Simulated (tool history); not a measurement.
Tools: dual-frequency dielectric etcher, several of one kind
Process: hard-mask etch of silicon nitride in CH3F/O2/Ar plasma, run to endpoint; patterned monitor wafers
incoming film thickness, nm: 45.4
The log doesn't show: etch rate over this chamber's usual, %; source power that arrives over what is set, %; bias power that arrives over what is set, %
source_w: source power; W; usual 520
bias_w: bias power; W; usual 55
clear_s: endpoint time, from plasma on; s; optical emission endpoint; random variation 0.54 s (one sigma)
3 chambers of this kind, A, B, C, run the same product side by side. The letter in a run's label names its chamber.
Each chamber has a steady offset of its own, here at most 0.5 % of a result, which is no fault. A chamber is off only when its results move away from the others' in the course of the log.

run	hour	source_w	bias_w	hours since the last wet clean	hours since the last source power generator calibration	hours since the last bias power generator calibration	clear_s
1C	9	520	55	39.5	2358.6	612	64.517
2B	14.4	520	55	52.4	2607.7	2473.1	65.219
3A	21.3	520	55	304.3	1455.8	866.2	65.566
4C	28.9	520	55	59.4	2378.5	631.9	65.4
5A	34.1	520	55	317.1	1468.6	879	64.284
6B	42.9	520	55	80.9	2636.2	2501.6	65.065
7C	48.2	520	55	78.7	2397.8	651.2	64.3
8B	53.7	520	55	91.7	2647	2512.4	64.579
9A	59.1	520	55	342.1	1493.6	904	63.949
10B	64.4	520	55	102.4	2657.7	2523.1	65.257
11A	71.8	440	59	354.8	1506.3	916.7	66.87
12C	79.8	440	59	110.3	2429.4	682.8	68.21
13C	88.5	440	59	119	2438.1	691.5	68.171
14B	92.7	520	55	130.7	2686	2551.4	64.939
15A	99.2	520	55	382.2	1533.7	944.1	65.005
16C	107.5	580	55	138	2457.1	710.5	62.15
17B	112.6	580	55	150.6	2705.9	2571.3	62.618
# hour 112.8: chamber A: wet clean of the chamber
18A	118.2	580	55	5.5	1552.7	963.1	62.053
19C	122.5	520	55	153	2472.1	725.5	64.938
20A	129.3	520	55	16.6	1563.8	974.2	64.877
21B	137.2	520	55	175.2	2730.5	2595.9	65.393
22B	142.6	520	55	180.6	2735.9	2601.3	64.705
23C	147.7	520	55	178.2	2497.3	750.7	65.288
24A	151.8	520	55	39.1	1586.3	996.7	64.661
25C	156.6	520	55	187.1	2506.2	759.6	64.79
26A	161.5	640	55	48.8	1596	1006.4	60.223
27B	167	640	55	205	2760.3	2625.7	59.901
28A	174	640	55	61.3	1608.5	1018.9	60.21
29C	182.4	520	55	212.9	2532	785.4	65.582
30B	187.1	520	55	225.1	2780.4	2645.8	65.919
31A	195.9	520	65	83.2	1630.4	1040.8	61.451
# hour 201.3: chamber B: bias power generator calibrated
32B	204.3	520	65	242.3	2797.6	3.1	61.994
33C	210.7	520	65	241.2	2560.3	813.7	61.594
34B	214.7	520	55	252.7	2808	13.5	65.081
35C	219	520	55	249.5	2568.6	822	65.352
36A	224.5	520	55	111.8	1659	1069.4	65.411
37B	232.4	520	55	270.4	2825.7	31.2	64.508
38A	240.9	520	55	128.2	1675.4	1085.8	64.219
39C	248.3	520	55	278.8	2597.9	851.3	64.919
40B	256.6	520	55	294.6	2849.9	55.4	65.339
41C	263.2	520	55	293.7	2612.8	866.2	64.163
42A	268.8	520	55	156.1	1703.3	1113.7	64.264

Next, every chamber runs the same settings. What will each give?
43A	275.2	520	48				?
43B	275.2	520	48				?
43C	275.2	520	48				?

run	clear_s
43A	68.114
43B	68.605
43C	68.133
